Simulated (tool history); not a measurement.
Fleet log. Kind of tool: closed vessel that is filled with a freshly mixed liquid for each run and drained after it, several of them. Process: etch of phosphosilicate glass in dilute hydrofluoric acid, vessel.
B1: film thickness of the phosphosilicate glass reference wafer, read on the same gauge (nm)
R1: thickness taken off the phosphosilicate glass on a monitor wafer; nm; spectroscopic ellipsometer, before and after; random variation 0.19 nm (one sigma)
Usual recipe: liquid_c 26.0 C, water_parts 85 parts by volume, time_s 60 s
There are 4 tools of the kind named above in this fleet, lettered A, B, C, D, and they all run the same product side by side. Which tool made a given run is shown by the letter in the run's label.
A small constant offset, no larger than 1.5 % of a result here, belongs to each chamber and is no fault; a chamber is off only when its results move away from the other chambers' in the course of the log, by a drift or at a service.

{"run": "1B", "hour": 11.4, "liquid_c": 26.0, "water_parts": 85, "time_s": 60, "B1": 30.002, "R1": 48.026}
{"hour": 14.9, "done": "chamber B: hydrofluoric acid flow meter replaced"}
{"run": "2D", "hour": 20.8, "liquid_c": 26.0, "water_parts": 85, "time_s": 60, "B1": 30.003, "R1": 48.089}
{"run": "3C", "hour": 27.8, "liquid_c": 26.0, "water_parts": 85, "time_s": 60, "B1": 30.01, "R1": 47.23}
{"run": "4A", "hour": 39.5, "liquid_c": 26.0, "water_parts": 85, "time_s": 60, "B1": 29.987, "R1": 47.299}
{"hour": 44.9, "done": "chamber C: thermometer replaced"}
{"run": "5A", "hour": 50.0, "liquid_c": 26.0, "water_parts": 85, "time_s": 60, "B1": 29.999, "R1": 47.494}
{"run": "6D", "hour": 61.3, "liquid_c": 26.0, "water_parts": 85, "time_s": 60, "B1": 30.0, "R1": 47.732}
{"run": "7B", "hour": 73.4, "liquid_c": 26.0, "water_parts": 85, "time_s": 60, "B1": 29.995, "R1": 48.063}
{"run": "8C", "hour": 81.3, "liquid_c": 26.0, "water_parts": 70, "time_s": 60, "B1": 29.996, "R1": 58.784}
{"run": "9D", "hour": 93.5, "liquid_c": 26.0, "water_parts": 70, "time_s": 60, "B1": 29.991, "R1": 59.398}
{"run": "10A", "hour": 104.7, "liquid_c": 26.0, "water_parts": 70, "time_s": 60, "B1": 29.996, "R1": 58.76}
{"run": "11B", "hour": 116.4, "liquid_c": 26.0, "water_parts": 70, "time_s": 60, "B1": 29.997, "R1": 59.43}
{"run": "12C", "hour": 123.0, "liquid_c": 26.0, "water_parts": 85, "time_s": 60, "B1": 29.987, "R1": 47.566}
{"run": "13A", "hour": 135.7, "liquid_c": 26.0, "water_parts": 85, "time_s": 60, "B1": 29.991, "R1": 47.763}
{"run": "14C", "hour": 145.3, "liquid_c": 26.0, "water_parts": 85, "time_s": 60, "B1": 29.985, "R1": 47.561}
{"run": "15D", "hour": 153.8, "liquid_c": 26.0, "water_parts": 85, "time_s": 60, "B1": 30.001, "R1": 47.703}
{"run": "16B", "hour": 164.3, "liquid_c": 26.0, "water_parts": 85, "time_s": 60, "B1": 30.009, "R1": 48.136}
{"run": "17A", "hour": 171.0, "liquid_c": 26.0, "water_parts": 85, "time_s": 60, "B1": 30.001, "R1": 47.495}
{"run": "18C", "hour": 179.2, "liquid_c": 26.0, "water_parts": 85, "time_s": 60, "B1": 30.003, "R1": 47.428}
{"run": "19B", "hour": 186.2, "liquid_c": 26.0, "water_parts": 85, "time_s": 60, "B1": 30.01, "R1": 48.275}
{"run": "20D", "hour": 191.8, "liquid_c": 26.0, "water_parts": 85, "time_s": 40, "B1": 30.006, "R1": 31.94}
{"run": "21B", "hour": 197.6, "liquid_c": 26.0, "water_parts": 85, "time_s": 40, "B1": 29.998, "R1": 32.183}
{"run": "22D", "hour": 209.5, "liquid_c": 26.0, "water_parts": 85, "time_s": 40, "B1": 29.999, "R1": 31.74}
{"run": "23A", "hour": 218.6, "liquid_c": 26.0, "water_parts": 85, "time_s": 40, "B1": 29.999, "R1": 31.665}
{"hour": 220.2, "done": "chamber A: thermometer replaced"}
{"run": "24C", "hour": 224.1, "liquid_c": 26.0, "water_parts": 85, "time_s": 60, "B1": 29.987, "R1": 47.749}
{"run": "25A", "hour": 231.6, "liquid_c": 29.5, "water_parts": 85, "time_s": 60, "B1": 30.008, "R1": 54.271}
{"run": "26D", "hour": 238.5, "liquid_c": 29.5, "water_parts": 85, "time_s": 60, "B1": 30.007, "R1": 54.911}
{"run": "27C", "hour": 247.1, "liquid_c": 29.5, "water_parts": 85, "time_s": 60, "B1": 30.002, "R1": 54.401}
{"run": "28B", "hour": 256.0, "liquid_c": 29.5, "water_parts": 85, "time_s": 60, "B1": 29.997, "R1": 55.415}
{"run": "29C", "hour": 267.5, "liquid_c": 26.0, "water_parts": 85, "time_s": 60, "B1": 29.992, "R1": 47.507}
{"run": "30D", "hour": 276.7, "liquid_c": 26.0, "water_parts": 85, "time_s": 60, "B1": 30.008, "R1": 47.776}

Next, every chamber runs the same settings. What will each give?
{"run": "31A", "hour": 285.8, "liquid_c": 26.0, "water_parts": 85, "time_s": 60, "R1": "?"}
{"run": "31B", "hour": 285.8, "liquid_c": 26.0, "water_parts": 85, "time_s": 60, "R1": "?"}
{"run": "31C", "hour": 285.8, "liquid_c": 26.0, "water_parts": 85, "time_s": 60, "R1": "?"}
{"run": "31D", "hour": 285.8, "liquid_c": 26.0, "water_parts": 85, "time_s": 60, "R1": "?"}

run=31A R1=47.722
run=31B R1=48.049
run=31C R1=47.612
run=31D R1=47.572
